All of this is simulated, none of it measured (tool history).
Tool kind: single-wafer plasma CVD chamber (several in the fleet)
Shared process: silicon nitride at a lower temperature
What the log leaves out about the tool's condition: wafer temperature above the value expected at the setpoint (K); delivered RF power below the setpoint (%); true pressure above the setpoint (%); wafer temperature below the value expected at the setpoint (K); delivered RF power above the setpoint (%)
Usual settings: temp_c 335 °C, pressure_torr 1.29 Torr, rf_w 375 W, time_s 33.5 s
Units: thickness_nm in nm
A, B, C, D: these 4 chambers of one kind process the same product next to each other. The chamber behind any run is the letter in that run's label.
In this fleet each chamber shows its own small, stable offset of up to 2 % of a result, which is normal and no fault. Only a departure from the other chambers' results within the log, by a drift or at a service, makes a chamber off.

run	hour	temp_c	pressure_torr	rf_w	time_s	hours since the last thermocouple change	hours since the last RF generator calibration	hours since the last manometer calibration	read-back reference wafer on the same gauge, thickness_nm	thickness_nm
1A	4.4	335	1.29	375	33.5	1200.9	484.7	1480.6	34.506	42.976
# hour 7.6: chamber D: RF generator calibrated
2B	9.5	335	1.29	375	33.5	1273.6	139.3	217.4	34.491	43.830
3C	15.2	335	1.29	375	33.5	1099.1	882.3	640.5	34.488	43.176
# hour 17.8: chamber D: capacitance manometer re-zeroed and calibrated
4D	18.5	335	1.29	375	33.5	964.9	11.0	0.7	34.514	43.257
5C	24.4	335	1.29	375	33.5	1108.3	891.5	649.7	34.498	42.994
6B	27.8	335	1.29	375	33.5	1291.9	157.6	235.7	34.486	43.803
7A	33.1	335	1.29	375	33.5	1229.6	513.4	1509.3	34.519	42.975
8D	37.2	335	1.29	375	33.5	983.6	29.7	19.4	34.525	43.413
9B	40.6	335	1.29	375	33.5	1304.7	170.4	248.5	34.518	43.914
10D	45.1	335	1.29	445	30.5	991.5	37.6	27.3	34.517	44.077
11A	48.7	335	1.29	445	30.5	1245.2	529.0	1524.9	34.503	43.465
12C	53.4	335	1.29	445	30.5	1137.3	920.5	678.7	34.515	43.805
13A	56.5	335	1.29	445	30.5	1253.0	536.8	1532.7	34.474	43.343
14B	62.2	335	1.29	375	33.5	1326.3	192.0	270.1	34.529	43.902
15D	67.0	335	1.29	375	33.5	1013.4	59.5	49.2	34.519	43.204
16C	72.4	335	1.29	375	33.5	1156.3	939.5	697.7	34.483	43.186
17C	76.3	335	1.29	375	33.5	1160.2	943.4	701.6	34.491	43.219
18A	79.0	335	1.29	375	33.5	1275.5	559.3	1555.2	34.496	42.634
19D	84.0	335	1.29	375	33.5	1030.4	76.5	66.2	34.522	43.565
20B	89.8	335	1.29	375	33.5	1353.9	219.6	297.7	34.531	43.709
21C	95.5	335	1.29	375	33.5	1179.4	962.6	720.8	34.506	43.049
22A	99.2	335	1.29	375	33.5	1295.7	579.5	1575.4	34.501	42.860
23B	105.3	335	1.29	375	33.5	1369.4	235.1	313.2	34.496	43.590
24D	110.2	335	1.29	375	33.5	1056.6	102.7	92.4	34.499	43.202
25B	112.9	335	1.29	375	33.5	1377.0	242.7	320.8	34.489	43.799
26A	117.6	335	1.29	375	33.5	1314.1	597.9	1593.8	34.500	42.956
27D	123.8	335	1.29	375	33.5	1070.2	116.3	106.0	34.497	43.464
28C	127.5	335	1.29	375	33.5	1211.4	994.6	752.8	34.510	43.007
29A	133.8	335	1.29	375	33.5	1330.3	614.1	1610.0	34.507	43.067
30B	137.1	335	1.29	375	33.5	1401.2	266.9	345.0	34.501	43.769
31C	139.9	335	1.29	375	33.5	1223.8	1007.0	765.2	34.507	43.150
32D	144.1	335	1.29	375	33.5	1090.5	136.6	126.3	34.513	43.152
33B	148.9	335	1.29	375	33.5	1413.0	278.7	356.8	34.515	43.722
34C	153.4	335	1.29	375	33.5	1237.3	1020.5	778.7	34.505	43.142
35A	158.8	335	1.29	375	33.5	1355.3	639.1	1635.0	34.460	42.930
36D	163.9	335	1.29	375	33.5	1110.3	156.4	146.1	34.513	43.240
37D	169.8	326	1.29	335	33.5	1116.2	162.3	152.0	34.517	40.551
38C	173.7	326	1.29	335	33.5	1257.6	1040.8	799.0	34.513	39.938

Next, every chamber runs the same settings. What will each give?
39A	178.1	335	1.29	445	33.5					?
39B	178.1	335	1.29	445	33.5					?
39C	178.1	335	1.29	445	33.5					?
39D	178.1	335	1.29	445	33.5					?

run	thickness_nm
39A	47.785
39B	48.592
39C	47.939
39D	48.211

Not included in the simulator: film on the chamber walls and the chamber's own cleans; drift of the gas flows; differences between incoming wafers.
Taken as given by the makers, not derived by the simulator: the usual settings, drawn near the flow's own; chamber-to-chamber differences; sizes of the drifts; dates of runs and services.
